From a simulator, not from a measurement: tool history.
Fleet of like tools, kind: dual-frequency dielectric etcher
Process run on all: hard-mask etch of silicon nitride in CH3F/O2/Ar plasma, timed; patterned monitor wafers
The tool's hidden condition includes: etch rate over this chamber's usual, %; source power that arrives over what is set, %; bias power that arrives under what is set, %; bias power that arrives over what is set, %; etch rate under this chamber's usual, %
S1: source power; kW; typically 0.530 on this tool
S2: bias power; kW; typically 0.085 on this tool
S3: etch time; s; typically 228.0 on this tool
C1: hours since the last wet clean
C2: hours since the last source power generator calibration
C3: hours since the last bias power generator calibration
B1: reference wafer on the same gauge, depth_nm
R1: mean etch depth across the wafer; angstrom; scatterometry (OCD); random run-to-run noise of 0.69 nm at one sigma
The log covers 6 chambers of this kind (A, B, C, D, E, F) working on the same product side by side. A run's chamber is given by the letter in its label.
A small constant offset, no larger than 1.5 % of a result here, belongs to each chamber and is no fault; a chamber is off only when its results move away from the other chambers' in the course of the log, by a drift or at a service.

{"run": "1A", "hour": 13.1, "S1": 0.53, "S2": 0.085, "S3": 228.0, "C1": 356.8, "C2": 1203.8, "C3": 2976.3, "B1": 218.32, "R1": 1885.1}
{"run": "2C", "hour": 24.6, "S1": 0.53, "S2": 0.085, "S3": 228.0, "C1": 257.2, "C2": 962.5, "C3": 2758.2, "B1": 217.78, "R1": 1866.9}
{"run": "3E", "hour": 33.9, "S1": 0.53, "S2": 0.085, "S3": 228.0, "C1": 310.2, "C2": 177.9, "C3": 317.8, "B1": 217.97, "R1": 1879.3}
{"run": "4D", "hour": 43.5, "S1": 0.53, "S2": 0.085, "S3": 228.0, "C1": 310.7, "C2": 3267.7, "C3": 709.2, "B1": 217.82, "R1": 1858.8}
{"run": "5F", "hour": 55.5, "S1": 0.53, "S2": 0.085, "S3": 228.0, "C1": 475.0, "C2": 2640.9, "C3": 3556.8, "B1": 217.98, "R1": 1910.4}
{"hour": 64.7, "done": "chamber F: wet clean of the chamber"}
{"run": "6B", "hour": 67.4, "S1": 0.53, "S2": 0.085, "S3": 228.0, "C1": 408.2, "C2": 1356.8, "C3": 337.3, "B1": 217.92, "R1": 1885.0}
{"run": "7E", "hour": 75.1, "S1": 0.53, "S2": 0.085, "S3": 228.0, "C1": 351.4, "C2": 219.1, "C3": 359.0, "B1": 218.14, "R1": 1888.4}
{"hour": 79.5, "done": "chamber E: wet clean of the chamber"}
{"run": "8F", "hour": 86.2, "S1": 0.53, "S2": 0.085, "S3": 228.0, "C1": 21.6, "C2": 2671.6, "C3": 3587.5, "B1": 218.07, "R1": 1898.0}
{"run": "9D", "hour": 93.1, "S1": 0.53, "S2": 0.085, "S3": 228.0, "C1": 360.3, "C2": 3317.3, "C3": 758.8, "B1": 217.98, "R1": 1871.7}
{"run": "10C", "hour": 104.8, "S1": 0.53, "S2": 0.085, "S3": 228.0, "C1": 337.4, "C2": 1042.7, "C3": 2838.4, "B1": 217.93, "R1": 1863.6}
{"hour": 109.0, "done": "chamber F: bias power generator calibrated"}
{"run": "11A", "hour": 118.2, "S1": 0.53, "S2": 0.085, "S3": 228.0, "C1": 461.9, "C2": 1308.9, "C3": 3081.4, "B1": 217.98, "R1": 1882.4}
{"run": "12B", "hour": 127.5, "S1": 0.53, "S2": 0.085, "S3": 228.0, "C1": 468.3, "C2": 1416.9, "C3": 397.4, "B1": 217.92, "R1": 1880.8}
{"run": "13E", "hour": 139.0, "S1": 0.53, "S2": 0.085, "S3": 228.0, "C1": 59.5, "C2": 283.0, "C3": 422.9, "B1": 217.98, "R1": 1888.2}
{"hour": 143.4, "done": "chamber A: wet clean of the chamber"}
{"run": "14F", "hour": 152.6, "S1": 0.43, "S2": 0.075, "S3": 228.0, "C1": 88.0, "C2": 2738.0, "C3": 43.7, "B1": 218.08, "R1": 1691.0}
{"run": "15D", "hour": 163.3, "S1": 0.43, "S2": 0.075, "S3": 228.0, "C1": 430.5, "C2": 3387.5, "C3": 829.0, "B1": 218.01, "R1": 1643.3}
{"run": "16B", "hour": 170.7, "S1": 0.43, "S2": 0.075, "S3": 228.0, "C1": 511.5, "C2": 1460.1, "C3": 440.6, "B1": 218.1, "R1": 1661.6}
{"run": "17A", "hour": 180.7, "S1": 0.43, "S2": 0.075, "S3": 228.0, "C1": 37.4, "C2": 1371.4, "C3": 3143.9, "B1": 218.14, "R1": 1668.9}
{"run": "18C", "hour": 190.1, "S1": 0.43, "S2": 0.075, "S3": 228.0, "C1": 422.7, "C2": 1128.0, "C3": 2923.7, "B1": 218.09, "R1": 1639.2}
{"run": "19B", "hour": 199.9, "S1": 0.43, "S2": 0.075, "S3": 228.0, "C1": 540.7, "C2": 1489.3, "C3": 469.8, "B1": 218.14, "R1": 1657.3}
{"run": "20F", "hour": 207.8, "S1": 0.53, "S2": 0.085, "S3": 228.0, "C1": 143.2, "C2": 2793.2, "C3": 98.9, "B1": 218.12, "R1": 1908.4}
{"run": "21A", "hour": 215.1, "S1": 0.53, "S2": 0.076, "S3": 271.5, "C1": 71.8, "C2": 1405.8, "C3": 3178.3, "B1": 218.1, "R1": 2153.9}
{"run": "22C", "hour": 224.6, "S1": 0.53, "S2": 0.076, "S3": 271.5, "C1": 457.2, "C2": 1162.5, "C3": 2958.2, "B1": 218.17, "R1": 2105.6}
{"run": "23D", "hour": 231.8, "S1": 0.53, "S2": 0.076, "S3": 271.5, "C1": 499.0, "C2": 3456.0, "C3": 897.5, "B1": 217.95, "R1": 2138.9}
{"run": "24E", "hour": 242.5, "S1": 0.53, "S2": 0.076, "S3": 271.5, "C1": 163.0, "C2": 386.5, "C3": 526.4, "B1": 218.04, "R1": 2166.2}
{"hour": 247.6, "done": "chamber B: wet clean of the chamber"}
{"run": "25D", "hour": 253.3, "S1": 0.53, "S2": 0.076, "S3": 271.5, "C1": 520.5, "C2": 3477.5, "C3": 919.0, "B1": 217.99, "R1": 2122.7}
{"run": "26C", "hour": 266.3, "S1": 0.53, "S2": 0.076, "S3": 271.5, "C1": 498.9, "C2": 1204.2, "C3": 2999.9, "B1": 217.93, "R1": 2110.8}
{"run": "27F", "hour": 276.7, "S1": 0.53, "S2": 0.085, "S3": 228.0, "C1": 212.1, "C2": 2862.1, "C3": 167.8, "B1": 217.96, "R1": 1901.1}
{"run": "28A", "hour": 285.8, "S1": 0.53, "S2": 0.085, "S3": 228.0, "C1": 142.5, "C2": 1476.5, "C3": 3249.0, "B1": 217.96, "R1": 1881.4}
{"hour": 292.4, "done": "chamber C: bias power generator calibrated"}
{"run": "29B", "hour": 296.5, "S1": 0.53, "S2": 0.085, "S3": 228.0, "C1": 48.9, "C2": 1585.9, "C3": 566.4, "B1": 218.03, "R1": 1872.2}
{"run": "30E", "hour": 305.7, "S1": 0.64, "S2": 0.069, "S3": 228.0, "C1": 226.2, "C2": 449.7, "C3": 589.6, "B1": 218.14, "R1": 1890.9}
{"run": "31E", "hour": 315.9, "S1": 0.64, "S2": 0.069, "S3": 228.0, "C1": 236.4, "C2": 459.9, "C3": 599.8, "B1": 218.0, "R1": 1885.6}
{"run": "32C", "hour": 328.6, "S1": 0.64, "S2": 0.069, "S3": 228.0, "C1": 561.2, "C2": 1266.5, "C3": 36.2, "B1": 218.03, "R1": 1841.3}
{"run": "33D", "hour": 337.9, "S1": 0.64, "S2": 0.069, "S3": 228.0, "C1": 605.1, "C2": 3562.1, "C3": 1003.6, "B1": 218.11, "R1": 1865.4}
{"run": "34B", "hour": 349.6, "S1": 0.64, "S2": 0.069, "S3": 228.0, "C1": 102.0, "C2": 1639.0, "C3": 619.5, "B1": 218.19, "R1": 1886.4}
{"run": "35A", "hour": 361.6, "S1": 0.64, "S2": 0.069, "S3": 228.0, "C1": 218.3, "C2": 1552.3, "C3": 3324.8, "B1": 217.99, "R1": 1878.2}
{"run": "36F", "hour": 375.5, "S1": 0.53, "S2": 0.096, "S3": 269.0, "C1": 310.9, "C2": 2960.9, "C3": 266.6, "B1": 218.17, "R1": 2334.4}
{"hour": 378.1, "done": "chamber D: wet clean of the chamber"}
{"run": "37D", "hour": 385.7, "S1": 0.53, "S2": 0.096, "S3": 269.0, "C1": 7.7, "C2": 3609.9, "C3": 1051.4, "B1": 217.9, "R1": 2297.8}
{"run": "38C", "hour": 396.3, "S1": 0.53, "S2": 0.096, "S3": 269.0, "C1": 628.9, "C2": 1334.2, "C3": 103.9, "B1": 218.15, "R1": 2263.0}
{"run": "39F", "hour": 406.5, "S1": 0.53, "S2": 0.096, "S3": 269.0, "C1": 341.9, "C2": 2991.9, "C3": 297.6, "B1": 218.01, "R1": 2349.5}
{"run": "40B", "hour": 418.0, "S1": 0.53, "S2": 0.096, "S3": 269.0, "C1": 170.4, "C2": 1707.4, "C3": 687.9, "B1": 218.12, "R1": 2326.2}
{"run": "41E", "hour": 431.7, "S1": 0.53, "S2": 0.096, "S3": 269.0, "C1": 352.2, "C2": 575.7, "C3": 715.6, "B1": 217.98, "R1": 2325.5}
{"run": "42A", "hour": 441.9, "S1": 0.53, "S2": 0.085, "S3": 228.0, "C1": 298.6, "C2": 1632.6, "C3": 3405.1, "B1": 218.28, "R1": 1877.0}
{"run": "43E", "hour": 451.6, "S1": 0.53, "S2": 0.085, "S3": 228.0, "C1": 372.1, "C2": 595.6, "C3": 735.5, "B1": 217.83, "R1": 1892.8}
{"run": "44B", "hour": 458.0, "S1": 0.53, "S2": 0.085, "S3": 228.0, "C1": 210.4, "C2": 1747.4, "C3": 727.9, "B1": 217.98, "R1": 1867.2}

Next, all 6 chambers run the settings below, one line each with question marks for the results. What does each chamber give?
{"run": "45A", "hour": 468.5, "S1": 0.53, "S2": 0.085, "S3": 228.0, "R1": "?"}
{"run": "45B", "hour": 468.5, "S1": 0.53, "S2": 0.085, "S3": 228.0, "R1": "?"}
{"run": "45C", "hour": 468.5, "S1": 0.53, "S2": 0.085, "S3": 228.0, "R1": "?"}
{"run": "45D", "hour": 468.5, "S1": 0.53, "S2": 0.085, "S3": 228.0, "R1": "?"}
{"run": "45E", "hour": 468.5, "S1": 0.53, "S2": 0.085, "S3": 228.0, "R1": "?"}
{"run": "45F", "hour": 468.5, "S1": 0.53, "S2": 0.085, "S3": 228.0, "R1": "?"}

run=45A R1=1892.4
run=45B R1=1878.6
run=45C R1=1829.4
run=45D R1=1882.1
run=45E R1=1885.8
run=45F R1=1898.2
